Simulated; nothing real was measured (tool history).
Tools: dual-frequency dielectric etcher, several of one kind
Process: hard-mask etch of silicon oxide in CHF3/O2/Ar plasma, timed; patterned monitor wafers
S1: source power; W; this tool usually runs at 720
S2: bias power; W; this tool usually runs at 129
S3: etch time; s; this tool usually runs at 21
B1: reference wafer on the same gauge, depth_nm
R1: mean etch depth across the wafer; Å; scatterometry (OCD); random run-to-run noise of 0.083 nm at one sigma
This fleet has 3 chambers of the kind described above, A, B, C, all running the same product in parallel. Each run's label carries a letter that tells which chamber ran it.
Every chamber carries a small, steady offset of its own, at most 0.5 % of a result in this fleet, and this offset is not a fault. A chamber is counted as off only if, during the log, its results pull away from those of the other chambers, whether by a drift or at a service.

run,hour,S1,S2,S3,B1,R1
# hour 7.8: chamber C: wet clean of the chamber
1C,11.8,720,129,21,42.980,400.74
2A,25.7,720,129,21,42.994,400.84
3B,33.4,720,129,21,43.020,398.79
4B,41.8,720,129,21,43.006,398.87
5A,48.7,820,157,21,42.984,449.76
6C,58.7,820,157,21,43.018,446.88
7C,70.0,820,157,21,43.003,447.07
8B,79.8,720,129,21,42.998,400.79
9A,86.6,720,129,21,42.987,402.69
10C,93.6,720,129,21,43.028,401.56
11B,100.1,720,129,21,43.003,400.23
12A,112.7,720,129,21,43.022,402.17
13B,119.3,720,129,21,42.994,398.56
14C,126.3,580,129,21,42.999,367.80
15A,139.5,580,129,21,43.007,370.63
16A,153.5,580,129,21,42.986,371.32
17B,164.8,720,129,21,42.985,399.48
18C,178.3,720,129,21,43.004,398.11
19A,191.1,720,129,21,42.995,405.95
20B,201.9,720,129,21,43.004,401.21
21C,213.4,720,129,21,43.013,399.95
22B,225.9,720,129,21,42.995,398.70

Next, every chamber runs the same settings. What will each give?
23A,235.9,720,129,21,,?
23B,235.9,720,129,21,,?
23C,235.9,720,129,21,,?

run,R1
23A,407.10
23B,399.81
23C,401.02
